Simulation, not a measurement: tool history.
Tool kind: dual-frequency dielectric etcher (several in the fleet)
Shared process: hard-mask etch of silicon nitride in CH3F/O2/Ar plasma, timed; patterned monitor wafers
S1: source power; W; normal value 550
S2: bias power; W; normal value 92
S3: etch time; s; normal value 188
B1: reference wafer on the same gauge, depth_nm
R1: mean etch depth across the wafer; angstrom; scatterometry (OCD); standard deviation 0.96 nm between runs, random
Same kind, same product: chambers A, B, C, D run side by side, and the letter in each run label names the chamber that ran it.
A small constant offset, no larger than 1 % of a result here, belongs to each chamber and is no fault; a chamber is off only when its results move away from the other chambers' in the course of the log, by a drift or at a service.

Run 1B, hour 3.9: usual settings; B1 154.86. Result: R1 1622.4 angstrom.
Run 2D, hour 9.2: usual settings; B1 154.87. Result: R1 1629.4 angstrom.
Run 3C, hour 13.3: usual settings; B1 155.17. Result: R1 1602 angstrom.
Run 4A, hour 18: usual settings; B1 155.02. Result: R1 1621.3 angstrom.
Run 5C, hour 24.8: usual settings; B1 155.28. Result: R1 1602.3 angstrom.
Run 6B, hour 31.2: usual settings; B1 154.84. Result: R1 1647.8 angstrom.
Run 7A, hour 38.5: usual settings but S1 600 W, S3 153.5 s; B1 155.06. Result: R1 1363.8 angstrom.
Run 8D, hour 46.7: usual settings but S1 600 W, S3 153.5 s; B1 154.94. Result: R1 1356.2 angstrom.
Run 9A, hour 52.2: usual settings but S1 600 W, S3 153.5 s; B1 155.29. Result: R1 1370.1 angstrom.
Run 10C, hour 58.3: usual settings but S1 600 W, S3 153.5 s; B1 154.91. Result: R1 1361.9 angstrom.
Run 11B, hour 62.7: usual settings; B1 154.76. Result: R1 1633.8 angstrom.
Run 12D, hour 67.3: usual settings; B1 154.96. Result: R1 1626.3 angstrom.
Run 13C, hour 72.8: usual settings; B1 155.12. Result: R1 1602.6 angstrom.
Run 14D, hour 79.1: usual settings; B1 155.05. Result: R1 1613.1 angstrom.
Run 15B, hour 86.9: usual settings; B1 154.94. Result: R1 1614.5 angstrom.
Run 16A, hour 92.6: usual settings; B1 154.85. Result: R1 1616.4 angstrom.
Run 17C, hour 100: usual settings; B1 155.05. Result: R1 1604.8 angstrom.
Run 18A, hour 107.6: usual settings; B1 155.04. Result: R1 1618.6 angstrom.
Run 19B, hour 114.1: usual settings; B1 155. Result: R1 1637.5 angstrom.
Run 20D, hour 120.2: usual settings; B1 155.03. Result: R1 1616.9 angstrom.
Run 21A, hour 124.3: usual settings; B1 155.11. Result: R1 1616.8 angstrom.
Run 22D, hour 132.7: usual settings but S1 600 W, S3 147.5 s; B1 155.06. Result: R1 1323.8 angstrom.
Run 23C, hour 138.4: usual settings but S1 600 W, S3 147.5 s; B1 154.92. Result: R1 1305.9 angstrom.
Run 24B, hour 145.4: usual settings but S1 600 W, S3 147.5 s; B1 154.92. Result: R1 1317.9 angstrom.
Run 25B, hour 153.1: usual settings but S1 600 W, S3 147.5 s; B1 154.92. Result: R1 1315.3 angstrom.
Run 26A, hour 157.5: usual settings; B1 154.99. Result: R1 1625.7 angstrom.
Run 27D, hour 164.7: usual settings; B1 155.08. Result: R1 1604.9 angstrom.
Run 28C, hour 172.1: usual settings; B1 155.06. Result: R1 1600.1 angstrom.
Run 29B, hour 180: usual settings; B1 155.03. Result: R1 1632.8 angstrom.
Run 30C, hour 185.9: usual settings; B1 154.83. Result: R1 1598.2 angstrom.
Run 31A, hour 190.6: usual settings; B1 154.94. Result: R1 1605.5 angstrom.
Run 32D, hour 195: usual settings; B1 154.88. Result: R1 1618 angstrom.
At hour 198.4: chamber B: wet clean of the chamber.
Run 33C, hour 201.4: usual settings but S3 150.5 s; B1 155.07. Result: R1 1295.2 angstrom.
Run 34B, hour 209: usual settings but S3 150.5 s; B1 155.16. Result: R1 1299.7 angstrom.
Run 35D, hour 215.2: usual settings but S3 150.5 s; B1 154.94. Result: R1 1285.9 angstrom.
Run 36A, hour 220: usual settings but S3 150.5 s; B1 155.12. Result: R1 1280.3 angstrom.
Run 37B, hour 225.2: usual settings; B1 154.94. Result: R1 1628.8 angstrom.
Run 38A, hour 230.9: usual settings; B1 155. Result: R1 1618.5 angstrom.
Run 39D, hour 234.7: usual settings; B1 155.05. Result: R1 1606.7 angstrom.
Run 40C, hour 242.4: usual settings; B1 154.89. Result: R1 1617.6 angstrom.

Next, every chamber runs the same settings. What will each give?
Run 41A, hour 248.6: usual settings but S3 238.5 s. Result: R1 ?.
Run 41B, hour 248.6: usual settings but S3 238.5 s. Result: R1 ?.
Run 41C, hour 248.6: usual settings but S3 238.5 s. Result: R1 ?.
Run 41D, hour 248.6: usual settings but S3 238.5 s. Result: R1 ?.

run      R1
41A  2053.2
41B  2046.7
41C  2005.5
41D  2048.8

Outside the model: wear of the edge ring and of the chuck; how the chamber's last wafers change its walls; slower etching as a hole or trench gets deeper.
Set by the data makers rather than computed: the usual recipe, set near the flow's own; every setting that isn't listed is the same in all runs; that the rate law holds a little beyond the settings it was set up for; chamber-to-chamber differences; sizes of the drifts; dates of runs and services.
